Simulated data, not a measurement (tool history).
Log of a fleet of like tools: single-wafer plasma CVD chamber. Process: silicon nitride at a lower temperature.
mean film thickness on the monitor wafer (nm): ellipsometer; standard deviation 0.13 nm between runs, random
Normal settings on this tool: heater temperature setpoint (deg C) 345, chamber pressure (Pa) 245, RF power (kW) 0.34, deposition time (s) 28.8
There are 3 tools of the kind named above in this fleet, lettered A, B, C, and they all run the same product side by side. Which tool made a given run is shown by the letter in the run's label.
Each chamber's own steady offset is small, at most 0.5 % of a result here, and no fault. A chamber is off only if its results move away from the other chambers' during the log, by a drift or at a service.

| run | hour | heater temperature setpoint (deg C) | chamber pressure (Pa) | RF power (kW) | deposition time (s) | hours since the last thermocouple change | hours since the last RF generator calibration | hours since the last manometer calibration | read-back reference wafer on the same gauge, thickness_nm | mean film thickness on the monitor wafer (nm) |
|---|---|---|---|---|---|---|---|---|---|---|
| 1A | 6.4 | 345 | 245 | 0.34 | 28.8 | 250.7 | 1196.3 | 638.2 | 45.137 | 38.268 |
| 2C | 10.3 | 345 | 245 | 0.34 | 28.8 | 576.4 | 61.1 | 533.5 | 45.104 | 38.23 |
| 3B | 15.1 | 345 | 245 | 0.34 | 28.8 | 2966.8 | 766.5 | 62.4 | 45.08 | 38.225 |
| 4B | 20.7 | 345 | 245 | 0.34 | 28.8 | 2972.4 | 772.1 | 68 | 45.097 | 38.477 |
| 5A | 28 | 345 | 245 | 0.34 | 28.8 | 272.3 | 1217.9 | 659.8 | 45.1 | 38.134 |
| 6C | 34.4 | 345 | 245 | 0.34 | 28.8 | 600.5 | 85.2 | 557.6 | 45.118 | 38.404 |
| 7A | 41.6 | 345 | 245 | 0.34 | 28.8 | 285.9 | 1231.5 | 673.4 | 45.125 | 38.067 |
| 8C | 45.8 | 345 | 245 | 0.34 | 28.8 | 611.9 | 96.6 | 569 | 45.076 | 38.431 |
| 9B | 53.3 | 345 | 245 | 0.34 | 28.8 | 3005 | 804.7 | 100.6 | 45.055 | 38.315 |
| 10B | 57.4 | 345 | 245 | 0.34 | 28.8 | 3009.1 | 808.8 | 104.7 | 45.099 | 38.4 |
| 11C | 63.1 | 345 | 245 | 0.34 | 28.8 | 629.2 | 113.9 | 586.3 | 45.119 | 38.164 |
| 12A | 67.9 | 345 | 245 | 0.34 | 28.8 | 312.2 | 1257.8 | 699.7 | 45.117 | 38.465 |
| 13B | 74 | 345 | 245 | 0.34 | 28.8 | 3025.7 | 825.4 | 121.3 | 45.143 | 38.318 |
| 14C | 78.5 | 345 | 245 | 0.295 | 28.8 | 644.6 | 129.3 | 601.7 | 45.141 | 35.074 |
| 15A | 83.3 | 345 | 245 | 0.295 | 28.8 | 327.6 | 1273.2 | 715.1 | 45.112 | 34.815 |
| 16A | 86.6 | 345 | 245 | 0.295 | 28.8 | 330.9 | 1276.5 | 718.4 | 45.085 | 34.82 |
| 17C | 92.2 | 345 | 245 | 0.34 | 28.8 | 658.3 | 143 | 615.4 | 45.047 | 38.444 |
| 18B | 96.8 | 338 | 245 | 0.34 | 28.8 | 3048.5 | 848.2 | 144.1 | 45.117 | 38.338 |
| 19C | 101.4 | 338 | 245 | 0.34 | 28.8 | 667.5 | 152.2 | 624.6 | 45.108 | 38.347 |
| 20A | 106 | 338 | 245 | 0.34 | 28.8 | 350.3 | 1295.9 | 737.8 | 45.15 | 38.614 |
| 21B | 110.4 | 345 | 245 | 0.34 | 28.8 | 3062.1 | 861.8 | 157.7 | 45.112 | 38.082 |
| 22A | 116 | 345 | 245 | 0.34 | 28.8 | 360.3 | 1305.9 | 747.8 | 45.109 | 38.315 |
| 23C | 123.2 | 345 | 245 | 0.34 | 28.8 | 689.3 | 174 | 646.4 | 45.104 | 38.417 |
| 24B | 126.5 | 345 | 245 | 0.34 | 28.8 | 3078.2 | 877.9 | 173.8 | 45.159 | 38.36 |
|  | 133.3 | chamber B: thermocouple changed; heater temperature recalibrated |
| 25B | 133.3 | 354 | 245 | 0.3 | 28.8 | 0.1 | 884.7 | 180.6 | 45.085 | 35.147 |
| 26C | 138.5 | 354 | 245 | 0.3 | 28.8 | 704.6 | 189.3 | 661.7 | 45.096 | 35.132 |
| 27A | 142.4 | 354 | 245 | 0.3 | 28.8 | 386.7 | 1332.3 | 774.2 | 45.118 | 34.823 |
| 28B | 148 | 345 | 245 | 0.34 | 28.8 | 14.8 | 899.4 | 195.3 | 45.09 | 38.266 |
| 29C | 155.6 | 345 | 245 | 0.365 | 23.3 | 721.7 | 206.4 | 678.8 | 45.154 | 32.611 |
| 30A | 163.2 | 345 | 245 | 0.365 | 23.3 | 407.5 | 1353.1 | 795 | 45.07 | 32.595 |
| 31A | 170.6 | 345 | 245 | 0.365 | 23.3 | 414.9 | 1360.5 | 802.4 | 45.096 | 32.713 |
| 32B | 174.7 | 345 | 245 | 0.34 | 28.8 | 41.5 | 926.1 | 222 | 45.084 | 38.023 |
| 33C | 180.5 | 345 | 245 | 0.34 | 28.8 | 746.6 | 231.3 | 703.7 | 45.109 | 38.348 |

What goes on in this fleet: one chamber off, a drifting gauge, or nothing beyond the chambers' own small offsets? Name the chamber and the cause, if any.

No chamber stands off beyond its own small offset, and the gauge holds steady.
